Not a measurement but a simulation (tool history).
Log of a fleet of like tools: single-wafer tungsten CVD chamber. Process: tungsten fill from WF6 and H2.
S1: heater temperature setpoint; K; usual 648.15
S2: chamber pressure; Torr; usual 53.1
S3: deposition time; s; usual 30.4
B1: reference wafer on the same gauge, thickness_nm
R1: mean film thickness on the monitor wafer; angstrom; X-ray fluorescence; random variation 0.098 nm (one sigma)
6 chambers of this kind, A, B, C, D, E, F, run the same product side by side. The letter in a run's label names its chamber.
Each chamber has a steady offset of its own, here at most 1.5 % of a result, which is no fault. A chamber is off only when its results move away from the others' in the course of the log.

run 1D day=0.421 | S1=648.15 S2=53.1 S3=30.4 | B1=69.492 | R1=705.13
run 2B day=0.883 | S1=648.15 S2=53.1 S3=30.4 | B1=69.448 | R1=707.61
run 3E day=1.129 | S1=648.15 S2=53.1 S3=30.4 | B1=69.461 | R1=705.15
run 4F day=1.417 | S1=648.15 S2=53.1 S3=30.4 | B1=69.463 | R1=711.05
run 5C day=1.746 | S1=648.15 S2=47.4 S3=26.2 | B1=69.467 | R1=575.32
run 6A day=2.054 | S1=648.15 S2=47.4 S3=26.2 | B1=69.463 | R1=569.95
-- day=2.171 chamber B: thermocouple changed; heater temperature recalibrated
run 7B day=2.575 | S1=648.15 S2=47.4 S3=26.2 | B1=69.412 | R1=580.52
-- day=2.967 chamber F: capacitance manometer re-zeroed and calibrated
run 8E day=2.983 | S1=648.15 S2=47.4 S3=26.2 | B1=69.448 | R1=577.06
run 9C day=3.388 | S1=648.15 S2=47.4 S3=26.2 | B1=69.396 | R1=575.95
run 10D day=3.700 | S1=648.15 S2=47.4 S3=26.2 | B1=69.371 | R1=575.77
run 11A day=4.175 | S1=648.15 S2=53.1 S3=30.4 | B1=69.402 | R1=697.34
run 12F day=4.512 | S1=648.15 S2=53.1 S3=30.4 | B1=69.371 | R1=712.25
run 13B day=4.896 | S1=648.15 S2=53.1 S3=30.4 | B1=69.359 | R1=708.88
run 14E day=5.171 | S1=662.15 S2=43.8 S3=30.4 | B1=69.363 | R1=858.29
run 15A day=5.625 | S1=662.15 S2=43.8 S3=30.4 | B1=69.353 | R1=840.32
run 16C day=5.992 | S1=662.15 S2=43.8 S3=30.4 | B1=69.321 | R1=851.44
run 17D day=6.504 | S1=662.15 S2=43.8 S3=30.4 | B1=69.320 | R1=854.76
run 18F day=6.817 | S1=662.15 S2=43.8 S3=30.4 | B1=69.316 | R1=862.15
run 19A day=7.071 | S1=662.15 S2=43.8 S3=30.4 | B1=69.295 | R1=841.94
run 20E day=7.429 | S1=648.15 S2=53.1 S3=30.4 | B1=69.307 | R1=702.17
run 21D day=7.679 | S1=648.15 S2=53.1 S3=30.4 | B1=69.299 | R1=703.07
run 22F day=8.100 | S1=648.15 S2=53.1 S3=30.4 | B1=69.277 | R1=711.69
run 23C day=8.538 | S1=648.15 S2=53.1 S3=30.4 | B1=69.277 | R1=703.85
run 24B day=9.000 | S1=648.15 S2=48.4 S3=30.4 | B1=69.258 | R1=678.61
run 25B day=9.275 | S1=648.15 S2=48.4 S3=30.4 | B1=69.255 | R1=678.79
run 26A day=9.567 | S1=648.15 S2=48.4 S3=30.4 | B1=69.241 | R1=666.79
-- day=9.888 chamber A: thermocouple changed; heater temperature recalibrated
run 27D day=10.012 | S1=648.15 S2=48.4 S3=30.4 | B1=69.233 | R1=673.80
run 28F day=10.533 | S1=648.15 S2=48.4 S3=30.4 | B1=69.247 | R1=681.54
run 29C day=10.896 | S1=648.15 S2=48.4 S3=30.4 | B1=69.198 | R1=672.82
run 30E day=11.354 | S1=648.15 S2=53.1 S3=30.4 | B1=69.208 | R1=702.31
run 31C day=11.762 | S1=648.15 S2=53.1 S3=30.4 | B1=69.200 | R1=701.38
run 32B day=12.004 | S1=648.15 S2=53.1 S3=30.4 | B1=69.168 | R1=706.11
run 33A day=12.304 | S1=648.15 S2=53.1 S3=30.4 | B1=69.177 | R1=694.12
run 34F day=12.588 | S1=648.15 S2=53.1 S3=30.4 | B1=69.162 | R1=709.83
run 35D day=12.858 | S1=648.15 S2=53.1 S3=30.4 | B1=69.160 | R1=702.50
run 36E day=13.288 | S1=648.15 S2=53.1 S3=30.4 | B1=69.150 | R1=703.55
run 37F day=13.729 | S1=648.15 S2=53.1 S3=30.4 | B1=69.140 | R1=709.94
run 38A day=14.067 | S1=657.15 S2=48.3 S3=30.4 | B1=69.128 | R1=796.75
run 39C day=14.296 | S1=657.15 S2=48.3 S3=30.4 | B1=69.107 | R1=804.58
run 40D day=14.708 | S1=657.15 S2=48.3 S3=30.4 | B1=69.120 | R1=807.81

Next, every chamber runs the same settings. What will each give?
run 41A day=15.083 | S1=648.15 S2=53.1 S3=34.4 | R1=?
run 41B day=15.083 | S1=648.15 S2=53.1 S3=34.4 | R1=?
run 41C day=15.083 | S1=648.15 S2=53.1 S3=34.4 | R1=?
run 41D day=15.083 | S1=648.15 S2=53.1 S3=34.4 | R1=?
run 41E day=15.083 | S1=648.15 S2=53.1 S3=34.4 | R1=?
run 41F day=15.083 | S1=648.15 S2=53.1 S3=34.4 | R1=?

run=41A R1=785.59
run=41B R1=797.77
run=41C R1=794.86
run=41D R1=794.26
run=41E R1=795.21
run=41F R1=801.81

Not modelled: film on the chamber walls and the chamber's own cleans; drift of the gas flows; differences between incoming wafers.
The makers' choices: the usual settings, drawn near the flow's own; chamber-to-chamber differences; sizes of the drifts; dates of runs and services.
